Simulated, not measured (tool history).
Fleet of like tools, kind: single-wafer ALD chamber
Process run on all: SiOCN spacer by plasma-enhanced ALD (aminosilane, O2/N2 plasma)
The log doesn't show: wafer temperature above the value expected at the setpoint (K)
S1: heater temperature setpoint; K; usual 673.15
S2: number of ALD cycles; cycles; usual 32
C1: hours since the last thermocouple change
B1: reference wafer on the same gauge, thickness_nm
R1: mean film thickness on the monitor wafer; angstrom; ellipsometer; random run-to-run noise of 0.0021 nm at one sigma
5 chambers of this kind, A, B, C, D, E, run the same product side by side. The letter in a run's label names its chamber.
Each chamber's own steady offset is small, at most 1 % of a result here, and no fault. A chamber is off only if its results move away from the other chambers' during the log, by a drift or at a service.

| run | day | S1 | S2 | C1 | B1 | R1 |
|---|---|---|---|---|---|---|
| 1A | 0.496 | 673.15 | 32 | 929.3 | 2.1794 | 19.287 |
| 2B | 0.962 | 673.15 | 32 | 684.1 | 2.179 | 19.293 |
| 3E | 1.371 | 673.15 | 32 | 1229.4 | 2.1789 | 19.524 |
| 4D | 1.896 | 673.15 | 32 | 1336.5 | 2.1788 | 19.383 |
| 5C | 2.225 | 673.15 | 32 | 1223.3 | 2.1787 | 19.428 |
| 6E | 2.525 | 673.15 | 32 | 1257.1 | 2.1782 | 19.478 |
| 7C | 2.812 | 673.15 | 32 | 1237.4 | 2.1788 | 19.427 |
| 8B | 3.258 | 658.15 | 32 | 739.2 | 2.1786 | 19.315 |
| 9A | 3.75 | 658.15 | 32 | 1007.4 | 2.1778 | 19.289 |
| 10D | 4.142 | 658.15 | 32 | 1390.4 | 2.1781 | 19.368 |
| 11D | 4.429 | 658.15 | 32 | 1397.3 | 2.1776 | 19.393 |
| 12E | 4.862 | 658.15 | 32 | 1313.2 | 2.1768 | 19.454 |
| 13B | 5.254 | 686.15 | 38 | 787.1 | 2.1774 | 22.04 |
| 14C | 5.592 | 686.15 | 38 | 1304.1 | 2.1767 | 22.107 |
| 15A | 5.842 | 686.15 | 38 | 1057.6 | 2.1771 | 22.046 |
| 16A | 6.208 | 686.15 | 38 | 1066.4 | 2.1764 | 21.968 |
| 17C | 6.646 | 686.15 | 38 | 1329.4 | 2.1767 | 22.103 |
| 18E | 7.154 | 673.15 | 32 | 1368.2 | 2.1762 | 19.449 |
| 19B | 7.538 | 673.15 | 32 | 841.9 | 2.1757 | 19.319 |
| 20D | 7.892 | 673.15 | 32 | 1480.4 | 2.1753 | 19.352 |
| 21D | 8.258 | 673.15 | 32 | 1489.2 | 2.1753 | 19.373 |
| 22B | 8.733 | 673.15 | 32 | 870.6 | 2.1754 | 19.309 |
| 23A | 9.271 | 673.15 | 32 | 1139.9 | 2.1749 | 19.236 |
| 24C | 9.654 | 673.15 | 32 | 1401.6 | 2.1745 | 19.384 |
| 25E | 10.075 | 673.15 | 32 | 1438.3 | 2.1747 | 19.448 |
| 26E | 10.638 | 673.15 | 32 | 1451.8 | 2.174 | 19.439 |
|  | 10.65 | chamber B: thermocouple changed; heater temperature recalibrated |
| 27A | 11.083 | 659.15 | 32 | 1183.4 | 2.1736 | 19.276 |
| 28C | 11.517 | 659.15 | 32 | 1446.3 | 2.1739 | 19.319 |
| 29D | 12.071 | 659.15 | 32 | 1580.7 | 2.1734 | 19.369 |
| 30B | 12.508 | 659.15 | 32 | 44.6 | 2.1734 | 19.272 |
| 31A | 12.917 | 659.15 | 32 | 1227.4 | 2.1722 | 19.22 |
| 32C | 13.167 | 667.15 | 37 | 1485.9 | 2.1722 | 22.394 |
| 33D | 13.667 | 667.15 | 37 | 1619 | 2.1729 | 22.331 |
| 34B | 13.95 | 667.15 | 37 | 79.2 | 2.1724 | 22.283 |
| 35E | 14.246 | 667.15 | 37 | 1538.4 | 2.172 | 22.457 |
| 36A | 14.671 | 667.15 | 37 | 1269.5 | 2.1717 | 22.272 |
| 37B | 15.175 | 659.15 | 32 | 108.6 | 2.1719 | 19.266 |
| 38C | 15.617 | 659.15 | 32 | 1544.7 | 2.1716 | 19.335 |
| 39E | 15.883 | 659.15 | 32 | 1577.7 | 2.1714 | 19.409 |
| 40D | 16.317 | 659.15 | 32 | 1682.6 | 2.1712 | 19.302 |
| 41C | 16.838 | 659.15 | 32 | 1574 | 2.171 | 19.343 |
| 42B | 17.179 | 673.15 | 32 | 156.7 | 2.1704 | 19.282 |
| 43E | 17.679 | 673.15 | 32 | 1620.8 | 2.1704 | 19.363 |

Next, all 5 chambers run the settings below, one line each with question marks for the results. What does each chamber give?
| 44A | 18.088 | 673.15 | 32 |  |  | ? |
| 44B | 18.088 | 673.15 | 32 |  |  | ? |
| 44C | 18.088 | 673.15 | 32 |  |  | ? |
| 44D | 18.088 | 673.15 | 32 |  |  | ? |
| 44E | 18.088 | 673.15 | 32 |  |  | ? |

| run | R1 |
|---|---|
| 44A | 19.225 |
| 44B | 19.254 |
| 44C | 19.342 |
| 44D | 19.291 |
| 44E | 19.354 |

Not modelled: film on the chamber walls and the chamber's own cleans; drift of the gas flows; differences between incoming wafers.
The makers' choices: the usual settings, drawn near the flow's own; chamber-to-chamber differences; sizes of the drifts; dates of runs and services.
